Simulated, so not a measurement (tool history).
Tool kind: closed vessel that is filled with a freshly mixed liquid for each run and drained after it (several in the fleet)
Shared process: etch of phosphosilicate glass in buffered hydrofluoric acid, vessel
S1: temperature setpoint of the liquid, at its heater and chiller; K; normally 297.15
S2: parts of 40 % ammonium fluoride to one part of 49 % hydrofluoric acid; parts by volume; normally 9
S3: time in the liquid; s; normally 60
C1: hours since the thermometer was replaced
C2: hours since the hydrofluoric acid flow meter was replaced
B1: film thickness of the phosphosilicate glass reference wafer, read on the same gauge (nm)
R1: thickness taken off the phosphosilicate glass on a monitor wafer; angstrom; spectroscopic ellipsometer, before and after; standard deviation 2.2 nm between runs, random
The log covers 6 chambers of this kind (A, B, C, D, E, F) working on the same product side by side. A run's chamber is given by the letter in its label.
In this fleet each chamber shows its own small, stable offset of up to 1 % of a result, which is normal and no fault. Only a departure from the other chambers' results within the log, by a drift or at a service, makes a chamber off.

run	hour	S1	S2	S3	C1	C2	B1	R1
1F	7.9	297.15	9	60	783.5	496.8	90.005	3796.8
2B	13.8	297.15	9	60	457.2	1053.8	89.989	3793.4
3A	18.4	297.15	9	60	1587.7	1213.9	89.994	3754.5
4D	24.5	297.15	9	60	737.2	429.2	90.011	3826.1
5C	31.7	297.15	9	60	3185.6	918.3	90.013	3783.6
6E	36.6	297.15	9	60	903.2	716.5	89.984	3797.9
7C	45.2	297.15	9	60	3199.1	931.8	90.009	3779.4
# hour 48: chamber F: hydrofluoric acid flow meter replaced
8B	51	297.15	9	60	494.4	1091	90.008	3767
9D	57.5	297.15	9	60	770.2	462.2	90.008	3794.6
10E	65.7	297.15	9	60	932.3	745.6	89.98	3753.7
11F	72	297.15	9	60	847.6	24.1	89.99	3787.2
12A	77.3	297.15	9	60	1646.6	1272.8	89.996	3773
13E	83.5	297.15	10.5	30	950.1	763.4	90.016	1689.7
14A	89.4	297.15	10.5	30	1658.7	1284.9	89.992	1671.3
15F	96.7	297.15	10.5	30	872.3	48.8	90.009	1690.7
16B	102.1	297.15	10.5	30	545.5	1142.1	90.018	1706.1
17D	108.5	297.15	10.5	30	821.2	513.2	90.02	1681.4
18C	112.7	297.15	10.5	30	3266.6	999.3	90.001	1703.8
19B	121.1	297.15	9	60	564.5	1161.1	89.998	3796.9
20E	128.1	297.15	9	60	994.7	808	89.983	3757.1
# hour 135.9: chamber C: thermometer replaced
21A	136.3	297.15	9	60	1705.6	1331.8	89.987	3742.1
22D	141.7	297.15	9	60	854.4	546.4	89.998	3812.4
23C	145.7	297.15	9	60	9.9	1032.3	90.009	3860.3
24F	151.3	297.15	9	60	926.9	103.4	89.99	3804.8
25E	156.1	297.15	9	60	1022.7	836	90.017	3786.9
26D	162.6	297.15	9	75	875.3	567.3	90.007	4744.4
27A	170.1	297.15	9	75	1739.4	1365.6	89.985	4768.8
28B	175.7	297.15	9	75	619.1	1215.7	89.988	4732.9
29F	183.9	297.15	9	75	959.5	136	90.002	4714.8
30C	190.2	297.15	9	75	54.4	1076.8	90.011	4913.1
31D	194.1	297.15	9	75	906.8	598.8	89.988	4684.2
32E	198.9	297.15	9	60	1065.5	878.8	90.007	3766.1
33A	206	297.15	9	60	1775.3	1401.5	90.019	3744
34F	210.3	297.15	9	60	985.9	162.4	90.002	3787.8
35C	214.3	297.15	9	60	78.5	1100.9	89.996	3947.6
36B	218.5	297.15	9	60	661.9	1258.5	89.997	3780.1

For the next run the whole fleet of 6 chambers uses the same settings. Give each chamber's results:
37A	224.7	297.15	9	85				?
37B	224.7	297.15	9	85				?
37C	224.7	297.15	9	85				?
37D	224.7	297.15	9	85				?
37E	224.7	297.15	9	85				?
37F	224.7	297.15	9	85				?

run	R1
37A	5379.4
37B	5348.5
37C	5703.2
37D	5388.8
37E	5383.3
37F	5355

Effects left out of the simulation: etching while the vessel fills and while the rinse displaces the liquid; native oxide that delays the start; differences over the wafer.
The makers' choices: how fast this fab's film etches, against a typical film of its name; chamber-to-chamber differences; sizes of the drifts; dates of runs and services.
